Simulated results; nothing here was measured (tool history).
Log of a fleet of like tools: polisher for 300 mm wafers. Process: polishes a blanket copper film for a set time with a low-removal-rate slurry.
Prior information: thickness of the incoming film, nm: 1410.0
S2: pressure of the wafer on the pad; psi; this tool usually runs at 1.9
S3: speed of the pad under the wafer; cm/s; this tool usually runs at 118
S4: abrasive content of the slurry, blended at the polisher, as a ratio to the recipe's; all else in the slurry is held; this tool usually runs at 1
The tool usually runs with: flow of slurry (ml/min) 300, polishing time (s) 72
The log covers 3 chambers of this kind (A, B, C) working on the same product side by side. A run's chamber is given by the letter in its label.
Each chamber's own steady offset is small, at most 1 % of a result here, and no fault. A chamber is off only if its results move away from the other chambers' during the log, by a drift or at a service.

Run 1A, day 0.283: usual settings. Result: film removed (angstrom) 1648.3.
Run 2B, day 0.633: usual settings. Result: film removed (angstrom) 1687.1.
Run 3C, day 0.921: usual settings. Result: film removed (angstrom) 1685.9.
At day 1.175: chamber B: slurry blender recalibrated.
Run 4B, day 1.254: usual settings. Result: film removed (angstrom) 1683.7.
At day 1.421: chamber C: slurry blender recalibrated.
Run 5A, day 1.6: usual settings. Result: film removed (angstrom) 1622.7.
At day 1.779: chamber A: slurry blender recalibrated.
Run 6C, day 1.842: usual settings. Result: film removed (angstrom) 1661.6.
Run 7A, day 2.096: usual settings. Result: film removed (angstrom) 1616.
Run 8C, day 2.358: usual settings. Result: film removed (angstrom) 1685.
Run 9B, day 2.529: usual settings. Result: film removed (angstrom) 1671.2.
Run 10A, day 2.738: usual settings. Result: film removed (angstrom) 1598.
Run 11B, day 2.917: usual settings but flow of slurry (ml/min) 380. Result: film removed (angstrom) 1696.7.
Run 12C, day 3.162: usual settings but flow of slurry (ml/min) 380. Result: film removed (angstrom) 1705.7.
Run 13C, day 3.467: usual settings but flow of slurry (ml/min) 380. Result: film removed (angstrom) 1716.
Run 14A, day 3.771: usual settings. Result: film removed (angstrom) 1596.5.
Run 15B, day 4.067: usual settings but S2 1.6 psi. Result: film removed (angstrom) 1380.5.
At day 4.117: chamber C: worn pad replaced by a new one.
Run 16C, day 4.233: usual settings but S2 1.6 psi. Result: film removed (angstrom) 1422.6.
Run 17B, day 4.504: usual settings but S2 1.6 psi. Result: film removed (angstrom) 1411.8.
Run 18A, day 4.688: usual settings. Result: film removed (angstrom) 1584.3.
Run 19A, day 4.929: usual settings. Result: film removed (angstrom) 1592.1.
At day 5.033: chamber C: head pressure recalibrated.
At day 5.058: chamber B: worn pad replaced by a new one.
Run 20B, day 5.242: usual settings. Result: film removed (angstrom) 1684.3.
Run 21C, day 5.471: usual settings but S2 1.6 psi, S3 158 cm/s. Result: film removed (angstrom) 1888.
Run 22A, day 5.767: usual settings but S2 1.6 psi, S3 158 cm/s. Result: film removed (angstrom) 1772.8.
Run 23B, day 6.004: usual settings but S2 1.6 psi, S3 158 cm/s. Result: film removed (angstrom) 1891.4.
Run 24C, day 6.342: usual settings. Result: film removed (angstrom) 1672.1.
At day 6.671: chamber B: slurry nozzle cleaned.
Run 25B, day 6.721: usual settings. Result: film removed (angstrom) 1696.8.
At day 6.883: chamber A: slurry blender recalibrated.
At day 6.896: chamber C: slurry blender recalibrated.
Run 26C, day 6.967: usual settings. Result: film removed (angstrom) 1631.1.
Run 27A, day 7.35: usual settings. Result: film removed (angstrom) 1546.6.
Run 28A, day 7.558: usual settings. Result: film removed (angstrom) 1551.6.
At day 7.679: chamber A: head pressure recalibrated.
At day 7.725: chamber B: slurry blender recalibrated.
Run 29C, day 7.896: usual settings. Result: film removed (angstrom) 1665.9.
Run 30B, day 8.142: usual settings but flow of slurry (ml/min) 395. Result: film removed (angstrom) 1702.1.
Run 31C, day 8.508: usual settings but flow of slurry (ml/min) 395. Result: film removed (angstrom) 1707.3.
Run 32B, day 8.708: usual settings but flow of slurry (ml/min) 395. Result: film removed (angstrom) 1697.1.
Run 33A, day 9.021: usual settings. Result: film removed (angstrom) 1562.8.
At day 9.075: chamber C: worn pad replaced by a new one.
Run 34C, day 9.275: usual settings. Result: film removed (angstrom) 1641.
Run 35B, day 9.558: usual settings. Result: film removed (angstrom) 1694.4.
Run 36A, day 9.867: usual settings. Result: film removed (angstrom) 1520.3.
Run 37B, day 10.038: usual settings. Result: film removed (angstrom) 1675.
Run 38A, day 10.275: usual settings. Result: film removed (angstrom) 1511.2.

Which is it: a chamber that has drifted or been left off by a service, a gauge drift common to all chambers, or only each chamber's usual small offset? If a chamber is off, name it and its likeliest cause.

Chamber A drifts away from the others.
Cause: removal rate lost through wear of the pad, % = 9.06.

Below are 4 candidate recipes for chamber A's next run, each the usual settings with a change, their results shown as question marks. Which of them brings A's results back in line with what the other chambers give on the usual settings?
Counts as in line when no further than this from what the other chambers average on the usual settings: film removed (angstrom) 58
Run 39A-1, day 10.55: usual settings but S2 1.8 psi, S3 114 cm/s, polishing time (s) 70. Result: film removed (angstrom) ?.
Run 39A-2, day 10.55: usual settings but S3 124 cm/s, polishing time (s) 76. Result: film removed (angstrom) ?.
Run 39A-3, day 10.55: usual settings but flow of slurry (ml/min) 295, S2 1.7 psi, S3 106 cm/s. Result: film removed (angstrom) ?.
Run 39A-4, day 10.55: usual settings but flow of slurry (ml/min) 305, S3 132 cm/s, polishing time (s) 80. Result: film removed (angstrom) ?.

Average result of the remaining chambers running the usual settings: film removed (angstrom) 1673.1
  run  film removed (angstrom)
39A-1                   1345.9
39A-2                   1678.4
39A-3                   1213.6
39A-4                   1885.1
Change 39A-2 lands the chamber within the allowed miss of the other chambers.

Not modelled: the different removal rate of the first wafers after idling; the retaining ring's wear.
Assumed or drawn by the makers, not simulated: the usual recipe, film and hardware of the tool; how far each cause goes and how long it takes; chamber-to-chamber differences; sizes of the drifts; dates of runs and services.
